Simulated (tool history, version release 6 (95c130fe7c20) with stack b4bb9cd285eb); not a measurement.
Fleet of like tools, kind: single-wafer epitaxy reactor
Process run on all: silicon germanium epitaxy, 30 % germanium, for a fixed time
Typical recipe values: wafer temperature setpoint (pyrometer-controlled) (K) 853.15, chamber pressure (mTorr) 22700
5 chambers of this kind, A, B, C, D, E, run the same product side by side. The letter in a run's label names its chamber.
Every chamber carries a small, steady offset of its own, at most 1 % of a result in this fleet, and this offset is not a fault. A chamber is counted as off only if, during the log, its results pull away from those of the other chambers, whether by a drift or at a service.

run     day  wafer temperature setpoint (pyrometer-controlled) (K)  chamber pressure (mTorr)  hours since the last pyrometer calibration  hours since the last manometer calibration  read-back reference wafer on the same gauge, thickness_nm  mean film thickness on the monitor wafer (Å)
 1A   0.433                                                 853.15                     22700                                       428.5                                       112.3                                                     34.846                                        422.08
 2E   0.954                                                 853.15                     22700                                       652.3                                      1566.2                                                     34.795                                        424.66
      1.371  -- chamber D: pyrometer calibrated
 3D   1.417                                                 853.15                     22700                                         1.1                                       201.3                                                     34.831                                        427.18
 4B   1.679                                                 853.15                     22700                                       673.1                                       418.1                                                     34.818                                        423.03
 5C   2.021                                                 853.15                     22700                                      1082.9                                       955.6                                                     34.810                                        430.19
 6B   2.258                                                 853.15                     22700                                       687.0                                       432.0                                                     34.792                                        425.11
 7C   2.746                                                 841.15                     22700                                      1100.3                                       973.0                                                     34.807                                        336.93
 8D   3.083                                                 841.15                     22700                                        41.1                                       241.3                                                     34.813                                        337.37
 9A   3.408                                                 841.15                     22700                                       499.9                                       183.7                                                     34.804                                        335.86
10E   3.921                                                 841.15                     22700                                       723.5                                      1637.4                                                     34.835                                        339.73
11B   4.200                                                 841.15                     22700                                       733.6                                       478.6                                                     34.837                                        338.97
      4.233  -- chamber E: capacitance manometer re-zeroed and calibrated
12A   4.567                                                 853.15                     22700                                       527.7                                       211.5                                                     34.781                                        427.03
13C   4.904                                                 853.15                     22700                                      1152.1                                      1024.8                                                     34.803                                        431.99
14D   5.129                                                 853.15                     22700                                        90.2                                       290.4                                                     34.759                                        423.28
15E   5.375                                                 853.15                     22700                                       758.4                                        27.5                                                     34.806                                        430.14
16D   5.817                                                 853.15                     22700                                       106.7                                       306.9                                                     34.829                                        428.36
17C   6.196                                                 853.15                     22700                                      1183.1                                      1055.8                                                     34.851                                        432.98
18A   6.717                                                 853.15                     22700                                       579.3                                       263.1                                                     34.803                                        422.36
19B   7.167                                                 853.15                     22700                                       804.8                                       549.8                                                     34.852                                        423.27
20E   7.467                                                 865.15                     17600                                       808.6                                        77.7                                                     34.805                                        484.22
21C   7.917                                                 865.15                     17600                                      1224.4                                      1097.1                                                     34.782                                        482.43
22A   8.246                                                 865.15                     17600                                       616.0                                       299.8                                                     34.771                                        474.84
23E   8.554                                                 865.15                     17600                                       834.7                                       103.8                                                     34.820                                        479.22
24D   8.808                                                 865.15                     17600                                       178.5                                       378.7                                                     34.804                                        476.78
25B   9.067                                                 853.15                     22700                                       850.4                                       595.4                                                     34.807                                        421.10
26C   9.475                                                 853.15                     22700                                      1261.8                                      1134.5                                                     34.774                                        428.76
27E   9.942                                                 853.15                     22700                                       868.0                                       137.1                                                     34.786                                        425.56
28A  10.233                                                 853.15                     22700                                       663.7                                       347.5                                                     34.769                                        421.90
29D  10.525                                                 853.15                     22700                                       219.7                                       419.9                                                     34.782                                        427.67
30B  10.900                                                 853.15                     22700                                       894.4                                       639.4                                                     34.780                                        425.15
     10.933  -- chamber E: pyrometer calibrated
31A  11.275                                                 853.15                     22700                                       688.7                                       372.5                                                     34.786                                        426.91
32E  11.617                                                 853.15                     22700                                        16.5                                       177.3                                                     34.798                                        428.69
33B  12.042                                                 853.15                     22700                                       921.8                                       666.8                                                     34.822                                        422.91
34C  12.304                                                 853.15                     22700                                      1329.7                                      1202.4                                                     34.766                                        429.60
35D  12.617                                                 853.15                     22700                                       269.9                                       470.1                                                     34.781                                        426.62
36D  12.954                                                 862.15                     19700                                       278.0                                       478.2                                                     34.801                                        472.66
37A  13.317                                                 862.15                     19700                                       737.7                                       421.5                                                     34.815                                        472.55
38B  13.633                                                 862.15                     19700                                       960.0                                       705.0                                                     34.794                                        471.07
     13.946  -- chamber C: capacitance manometer re-zeroed and calibrated
39C  14.000                                                 862.15                     19700                                      1370.4                                         1.4                                                     34.838                                        481.16
40E  14.304                                                 862.15                     19700                                        81.0                                       241.8                                                     34.820                                        475.08
41A  14.654                                                 853.15                     22700                                       769.8                                       453.6                                                     34.836                                        424.71
42D  15.054                                                 853.15                     22700                                       328.4                                       528.6                                                     34.790                                        429.12
43C  15.417                                                 860.15                     27000                                      1404.4                                        35.4                                                     34.854                                        524.66
44E  15.708                                                 860.15                     27000                                       114.7                                       275.5                                                     34.799                                        525.09

Is one chamber off against the others, does the gauge drift, or is nothing wrong? If a chamber is off, say which, and what the likeliest cause is.

Neither any chamber nor the gauge drifts; the chambers differ only by their own small, steady offsets.
